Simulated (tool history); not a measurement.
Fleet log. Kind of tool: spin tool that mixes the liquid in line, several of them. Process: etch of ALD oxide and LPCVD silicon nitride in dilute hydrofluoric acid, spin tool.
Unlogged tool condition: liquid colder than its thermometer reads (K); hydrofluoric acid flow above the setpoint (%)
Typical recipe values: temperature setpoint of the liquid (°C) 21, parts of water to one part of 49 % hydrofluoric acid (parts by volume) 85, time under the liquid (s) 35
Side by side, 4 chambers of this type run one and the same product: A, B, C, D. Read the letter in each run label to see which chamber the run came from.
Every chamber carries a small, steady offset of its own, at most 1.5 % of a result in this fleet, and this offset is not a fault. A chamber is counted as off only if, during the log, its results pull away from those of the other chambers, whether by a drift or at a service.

| run | hour | temperature setpoint of the liquid (°C) | parts of water to one part of 49 % hydrofluoric acid (parts by volume) | time under the liquid (s) | hours since the thermometer was replaced | hours since the hydrofluoric acid flow meter was replaced | read-back film thickness of the ALD oxide reference wafer, read on the same gauge (nm) | read-back film thickness of the LPCVD silicon nitride reference wafer, read on the same gauge (nm) | thickness taken off the ALD oxide on a monitor wafer (nm) | thickness taken off the LPCVD silicon nitride on a monitor wafer (nm) |
|---|---|---|---|---|---|---|---|---|---|---|
| 1B | 4.6 | 21 | 85 | 35 | 361.6 | 132.2 | 150.03 | 49.988 | 7.8821 | 0.23496 |
| 2C | 13.3 | 21 | 85 | 35 | 1945.9 | 1260.5 | 150.01 | 50.012 | 7.8534 | 0.25272 |
| 3D | 20.9 | 21 | 85 | 35 | 637.2 | 534.7 | 149.98 | 50.003 | 7.8145 | 0.16001 |
| 4A | 28.7 | 21 | 85 | 35 | 905.5 | 802.8 | 150.01 | 49.977 | 7.6589 | 0.19288 |
| 5C | 35 | 21 | 85 | 35 | 1967.6 | 1282.2 | 150.03 | 49.991 | 7.8219 | 0.19053 |
| 6B | 42.6 | 21 | 85 | 35 | 399.6 | 170.2 | 149.94 | 50.006 | 7.7289 | 0.13788 |
| 7A | 50.6 | 21 | 85 | 35 | 927.4 | 824.7 | 150 | 50.001 | 7.7012 | 0.18503 |
|  | 56.2 | chamber D: hydrofluoric acid flow meter replaced |
| 8D | 57.3 | 21 | 65 | 25 | 673.6 | 1.1 | 150.01 | 49.998 | 7.4321 | 0.17732 |
| 9C | 63.9 | 21 | 65 | 25 | 1996.5 | 1311.1 | 149.98 | 50.007 | 7.4788 | 0.20417 |
| 10A | 70.8 | 21 | 65 | 25 | 947.6 | 844.9 | 149.97 | 49.999 | 7.5133 | 0.1546 |
| 11D | 77.8 | 21 | 65 | 25 | 694.1 | 21.6 | 150.02 | 50.01 | 7.3602 | 0.19099 |
| 12B | 83 | 19 | 55 | 35 | 440 | 210.6 | 150 | 50.018 | 11.497 | 0.28707 |
| 13C | 92.5 | 19 | 55 | 35 | 2025.1 | 1339.7 | 150.03 | 49.996 | 11.422 | 0.272 |
| 14D | 97.7 | 19 | 55 | 35 | 714 | 41.5 | 150.06 | 49.993 | 11.321 | 0.23005 |
| 15B | 104.6 | 19 | 55 | 35 | 461.6 | 232.2 | 150 | 49.978 | 11.442 | 0.33564 |
| 16A | 113.5 | 21 | 85 | 35 | 990.3 | 887.6 | 149.99 | 49.982 | 7.7752 | 0.1782 |
| 17D | 119.9 | 21 | 85 | 35 | 736.2 | 63.7 | 150.03 | 50.01 | 7.8277 | 0.19037 |
| 18C | 130.1 | 21 | 85 | 35 | 2062.7 | 1377.3 | 149.99 | 49.999 | 7.81 | 0.11361 |
| 19B | 135.8 | 21 | 85 | 35 | 492.8 | 263.4 | 149.99 | 49.994 | 7.7888 | 0.11048 |
| 20A | 144.2 | 21 | 85 | 35 | 1021 | 918.3 | 149.97 | 49.988 | 7.8832 | 0.16402 |
|  | 146 | chamber A: hydrofluoric acid flow meter replaced |
| 21D | 153.1 | 21 | 85 | 35 | 769.4 | 96.9 | 150.05 | 49.994 | 7.6876 | 0.18674 |
| 22A | 160.6 | 21 | 85 | 35 | 1037.4 | 14.6 | 149.98 | 49.986 | 7.8382 | 0.22221 |
| 23C | 168.2 | 21 | 85 | 35 | 2100.8 | 1415.4 | 149.97 | 49.99 | 7.7217 | 0.1723 |
| 24B | 178.4 | 21 | 85 | 35 | 535.4 | 306 | 149.95 | 49.983 | 7.7473 | 0.23921 |
| 25A | 187.2 | 21 | 85 | 35 | 1064 | 41.2 | 150.01 | 49.999 | 7.6825 | 0.15693 |
| 26B | 194.3 | 21 | 85 | 35 | 551.3 | 321.9 | 150 | 50 | 7.9183 | 0.22818 |
| 27D | 203.6 | 21 | 85 | 35 | 819.9 | 147.4 | 150.04 | 49.98 | 7.5698 | 0.19587 |
| 28C | 209.9 | 21 | 85 | 35 | 2142.5 | 1457.1 | 150.02 | 50.002 | 7.8993 | 0.22599 |
| 29A | 218.9 | 21 | 85 | 35 | 1095.7 | 72.9 | 150.02 | 49.997 | 7.6971 | 0.21752 |
| 30D | 225.7 | 21 | 85 | 35 | 842 | 169.5 | 149.97 | 50.01 | 7.3857 | 0.20087 |
| 31B | 233.2 | 21 | 85 | 35 | 590.2 | 360.8 | 150.04 | 49.983 | 7.8086 | 0.16358 |
| 32C | 241.9 | 21 | 85 | 35 | 2174.5 | 1489.1 | 150.03 | 50 | 7.8695 | 0.21282 |
| 33D | 250.8 | 18.5 | 85 | 35 | 867.1 | 194.6 | 149.97 | 49.994 | 6.6854 | 0.10766 |
| 34C | 260.7 | 18.5 | 85 | 35 | 2193.3 | 1507.9 | 149.99 | 50.033 | 7.0447 | 0.14129 |
| 35A | 270.4 | 18.5 | 85 | 35 | 1147.2 | 124.4 | 149.98 | 50.006 | 6.8157 | 0.11841 |
| 36B | 277.6 | 18.5 | 85 | 35 | 634.6 | 405.2 | 150.05 | 50 | 7.1526 | 0.16663 |
| 37D | 285.5 | 21 | 85 | 35 | 901.8 | 229.3 | 150.02 | 50.01 | 7.2814 | 0.13642 |
| 38C | 294.6 | 21 | 85 | 35 | 2227.2 | 1541.8 | 150.02 | 49.981 | 7.8095 | 0.21493 |

One chamber off, gauge drift, or nothing amiss beyond the chambers' own small offsets? If it is a chamber, which one, and what is the likeliest cause?

Chamber D drifts away from the others.
Cause: liquid colder than its thermometer reads (K) = 1.66.

Which of the 4 candidates below, each the usual settings with something changed and its results left as question marks, puts chamber D back in line with what the other chambers give on the usual settings?
In line means no further than this from the other chambers' mean on the usual settings: thickness taken off the ALD oxide on a monitor wafer (nm) 0.24; thickness taken off the LPCVD silicon nitride on a monitor wafer (nm) 0.12
| 39D-1 | 301.9 | 22.5 | 85 | 35 |  |  |  |  | ? | ? |
| 39D-2 | 301.9 | 21.5 | 85 | 35 |  |  |  |  | ? | ? |
| 39D-3 | 301.9 | 20.5 | 85 | 35 |  |  |  |  | ? | ? |
| 39D-4 | 301.9 | 19.5 | 85 | 35 |  |  |  |  | ? | ? |

The other chambers' mean on the usual settings: thickness taken off the ALD oxide on a monitor wafer (nm) 7.7675; thickness taken off the LPCVD silicon nitride on a monitor wafer (nm) 0.18727
| run | thickness taken off the ALD oxide on a monitor wafer (nm) | thickness taken off the LPCVD silicon nitride on a monitor wafer (nm) |
|---|---|---|
| 39D-1 | 7.7472 | 0.1937 |
| 39D-2 | 7.4272 | 0.18067 |
| 39D-3 | 7.1207 | 0.16853 |
| 39D-4 | 6.8214 | 0.15701 |
Change 39D-1 lands the chamber within the allowed miss of the other chambers.
